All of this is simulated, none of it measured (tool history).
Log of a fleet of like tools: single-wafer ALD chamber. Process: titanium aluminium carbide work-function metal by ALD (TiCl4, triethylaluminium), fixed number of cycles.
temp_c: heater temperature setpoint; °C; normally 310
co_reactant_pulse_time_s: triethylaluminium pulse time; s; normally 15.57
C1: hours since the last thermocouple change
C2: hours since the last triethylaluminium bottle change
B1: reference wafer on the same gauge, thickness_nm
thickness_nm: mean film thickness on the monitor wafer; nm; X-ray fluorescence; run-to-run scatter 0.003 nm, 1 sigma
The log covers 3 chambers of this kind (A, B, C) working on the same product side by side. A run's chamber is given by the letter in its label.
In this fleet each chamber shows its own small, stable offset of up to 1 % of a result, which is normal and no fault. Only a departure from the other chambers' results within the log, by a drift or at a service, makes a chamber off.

{"run": "1B", "hour": 7.7, "temp_c": 310, "co_reactant_pulse_time_s": 15.57, "C1": 651.4, "C2": 1284.8, "B1": 2.4998, "thickness_nm": 2.1293}
{"run": "2C", "hour": 13.6, "temp_c": 310, "co_reactant_pulse_time_s": 15.57, "C1": 40, "C2": 414.8, "B1": 2.5012, "thickness_nm": 2.1543}
{"run": "3A", "hour": 18.8, "temp_c": 310, "co_reactant_pulse_time_s": 15.57, "C1": 509.8, "C2": 1694.8, "B1": 2.5007, "thickness_nm": 2.166}
{"run": "4B", "hour": 25.5, "temp_c": 310, "co_reactant_pulse_time_s": 15.57, "C1": 669.2, "C2": 1302.6, "B1": 2.5014, "thickness_nm": 2.1367}
{"run": "5A", "hour": 31.9, "temp_c": 310, "co_reactant_pulse_time_s": 17.54, "C1": 522.9, "C2": 1707.9, "B1": 2.5015, "thickness_nm": 2.1701}
{"run": "6C", "hour": 39.2, "temp_c": 310, "co_reactant_pulse_time_s": 17.54, "C1": 65.6, "C2": 440.4, "B1": 2.502, "thickness_nm": 2.1606}
{"hour": 41.0, "done": "chamber A: triethylaluminium bottle replaced"}
{"run": "7C", "hour": 46.4, "temp_c": 310, "co_reactant_pulse_time_s": 17.54, "C1": 72.8, "C2": 447.6, "B1": 2.5014, "thickness_nm": 2.1606}
{"run": "8A", "hour": 54.7, "temp_c": 310, "co_reactant_pulse_time_s": 15.57, "C1": 545.7, "C2": 13.8, "B1": 2.5015, "thickness_nm": 2.1716}
{"run": "9B", "hour": 62.2, "temp_c": 310, "co_reactant_pulse_time_s": 15.57, "C1": 705.9, "C2": 1339.3, "B1": 2.5026, "thickness_nm": 2.1369}
{"run": "10A", "hour": 72.8, "temp_c": 310, "co_reactant_pulse_time_s": 15.57, "C1": 563.8, "C2": 31.9, "B1": 2.5037, "thickness_nm": 2.1662}
{"run": "11B", "hour": 80.0, "temp_c": 310, "co_reactant_pulse_time_s": 15.57, "C1": 723.7, "C2": 1357.1, "B1": 2.5024, "thickness_nm": 2.1365}
{"run": "12C", "hour": 91.7, "temp_c": 310, "co_reactant_pulse_time_s": 15.57, "C1": 118.1, "C2": 492.9, "B1": 2.5028, "thickness_nm": 2.1564}
{"run": "13C", "hour": 99.8, "temp_c": 310, "co_reactant_pulse_time_s": 15.57, "C1": 126.2, "C2": 501, "B1": 2.5044, "thickness_nm": 2.1597}
{"run": "14B", "hour": 105.6, "temp_c": 310, "co_reactant_pulse_time_s": 15.57, "C1": 749.3, "C2": 1382.7, "B1": 2.5049, "thickness_nm": 2.1432}
{"run": "15A", "hour": 116.4, "temp_c": 310, "co_reactant_pulse_time_s": 15.57, "C1": 607.4, "C2": 75.5, "B1": 2.5044, "thickness_nm": 2.167}
{"run": "16A", "hour": 127.9, "temp_c": 310, "co_reactant_pulse_time_s": 15.57, "C1": 618.9, "C2": 87, "B1": 2.5054, "thickness_nm": 2.1632}
{"run": "17C", "hour": 139.3, "temp_c": 310, "co_reactant_pulse_time_s": 15.57, "C1": 165.7, "C2": 540.5, "B1": 2.5061, "thickness_nm": 2.1568}
{"run": "18B", "hour": 145.8, "temp_c": 310, "co_reactant_pulse_time_s": 15.57, "C1": 789.5, "C2": 1422.9, "B1": 2.5053, "thickness_nm": 2.1388}
{"run": "19A", "hour": 151.5, "temp_c": 310, "co_reactant_pulse_time_s": 15.57, "C1": 642.5, "C2": 110.6, "B1": 2.5057, "thickness_nm": 2.1707}
{"run": "20B", "hour": 157.4, "temp_c": 310, "co_reactant_pulse_time_s": 15.57, "C1": 801.1, "C2": 1434.5, "B1": 2.5062, "thickness_nm": 2.1405}
{"run": "21C", "hour": 164.6, "temp_c": 310, "co_reactant_pulse_time_s": 15.57, "C1": 191, "C2": 565.8, "B1": 2.5061, "thickness_nm": 2.1585}
{"run": "22B", "hour": 175.6, "temp_c": 310, "co_reactant_pulse_time_s": 15.57, "C1": 819.3, "C2": 1452.7, "B1": 2.5073, "thickness_nm": 2.1384}
{"hour": 177.7, "done": "chamber B: triethylaluminium bottle replaced"}
{"run": "23C", "hour": 184.3, "temp_c": 310, "co_reactant_pulse_time_s": 15.57, "C1": 210.7, "C2": 585.5, "B1": 2.5073, "thickness_nm": 2.1618}
{"run": "24A", "hour": 194.5, "temp_c": 310, "co_reactant_pulse_time_s": 13.13, "C1": 685.5, "C2": 153.6, "B1": 2.5088, "thickness_nm": 2.1565}
{"run": "25B", "hour": 205.2, "temp_c": 310, "co_reactant_pulse_time_s": 13.13, "C1": 848.9, "C2": 27.6, "B1": 2.5087, "thickness_nm": 2.1302}
{"run": "26C", "hour": 213.8, "temp_c": 310, "co_reactant_pulse_time_s": 13.13, "C1": 240.2, "C2": 615, "B1": 2.5096, "thickness_nm": 2.1439}
{"run": "27A", "hour": 219.7, "temp_c": 310, "co_reactant_pulse_time_s": 15.57, "C1": 710.7, "C2": 178.8, "B1": 2.5097, "thickness_nm": 2.1714}
{"run": "28A", "hour": 229.1, "temp_c": 310, "co_reactant_pulse_time_s": 15.57, "C1": 720.1, "C2": 188.2, "B1": 2.5091, "thickness_nm": 2.1698}
{"run": "29C", "hour": 240.6, "temp_c": 310, "co_reactant_pulse_time_s": 15.57, "C1": 267, "C2": 641.8, "B1": 2.5094, "thickness_nm": 2.1601}
{"run": "30B", "hour": 248.2, "temp_c": 310, "co_reactant_pulse_time_s": 15.57, "C1": 891.9, "C2": 70.6, "B1": 2.5101, "thickness_nm": 2.1412}
{"run": "31A", "hour": 259.6, "temp_c": 310, "co_reactant_pulse_time_s": 15.57, "C1": 750.6, "C2": 218.7, "B1": 2.5101, "thickness_nm": 2.1723}
{"run": "32B", "hour": 266.1, "temp_c": 310, "co_reactant_pulse_time_s": 15.57, "C1": 909.8, "C2": 88.5, "B1": 2.51, "thickness_nm": 2.1397}
{"run": "33C", "hour": 276.1, "temp_c": 310, "co_reactant_pulse_time_s": 15.57, "C1": 302.5, "C2": 677.3, "B1": 2.5112, "thickness_nm": 2.161}
{"run": "34C", "hour": 284.1, "temp_c": 310, "co_reactant_pulse_time_s": 15.57, "C1": 310.5, "C2": 685.3, "B1": 2.5129, "thickness_nm": 2.1643}
{"run": "35B", "hour": 296.0, "temp_c": 310, "co_reactant_pulse_time_s": 15.57, "C1": 939.7, "C2": 118.4, "B1": 2.5118, "thickness_nm": 2.1445}
{"run": "36A", "hour": 301.7, "temp_c": 310, "co_reactant_pulse_time_s": 15.57, "C1": 792.7, "C2": 260.8, "B1": 2.5114, "thickness_nm": 2.1708}
{"run": "37C", "hour": 307.7, "temp_c": 310, "co_reactant_pulse_time_s": 15.57, "C1": 334.1, "C2": 708.9, "B1": 2.512, "thickness_nm": 2.1661}
{"run": "38A", "hour": 318.8, "temp_c": 310, "co_reactant_pulse_time_s": 12.42, "C1": 809.8, "C2": 277.9, "B1": 2.5132, "thickness_nm": 2.1534}
{"run": "39B", "hour": 329.5, "temp_c": 310, "co_reactant_pulse_time_s": 12.42, "C1": 973.2, "C2": 151.9, "B1": 2.5138, "thickness_nm": 2.1292}
{"run": "40A", "hour": 340.4, "temp_c": 310, "co_reactant_pulse_time_s": 12.42, "C1": 831.4, "C2": 299.5, "B1": 2.5139, "thickness_nm": 2.1561}
{"run": "41C", "hour": 350.1, "temp_c": 310, "co_reactant_pulse_time_s": 15.57, "C1": 376.5, "C2": 751.3, "B1": 2.5145, "thickness_nm": 2.1615}

Each of the 3 chambers runs these same settings next. Fill in every chamber's results:
{"run": "42A", "hour": 358.6, "temp_c": 310, "co_reactant_pulse_time_s": 15.57, "thickness_nm": "?"}
{"run": "42B", "hour": 358.6, "temp_c": 310, "co_reactant_pulse_time_s": 15.57, "thickness_nm": "?"}
{"run": "42C", "hour": 358.6, "temp_c": 310, "co_reactant_pulse_time_s": 15.57, "thickness_nm": "?"}

run=42A thickness_nm=2.1714
run=42B thickness_nm=2.1467
run=42C thickness_nm=2.1661
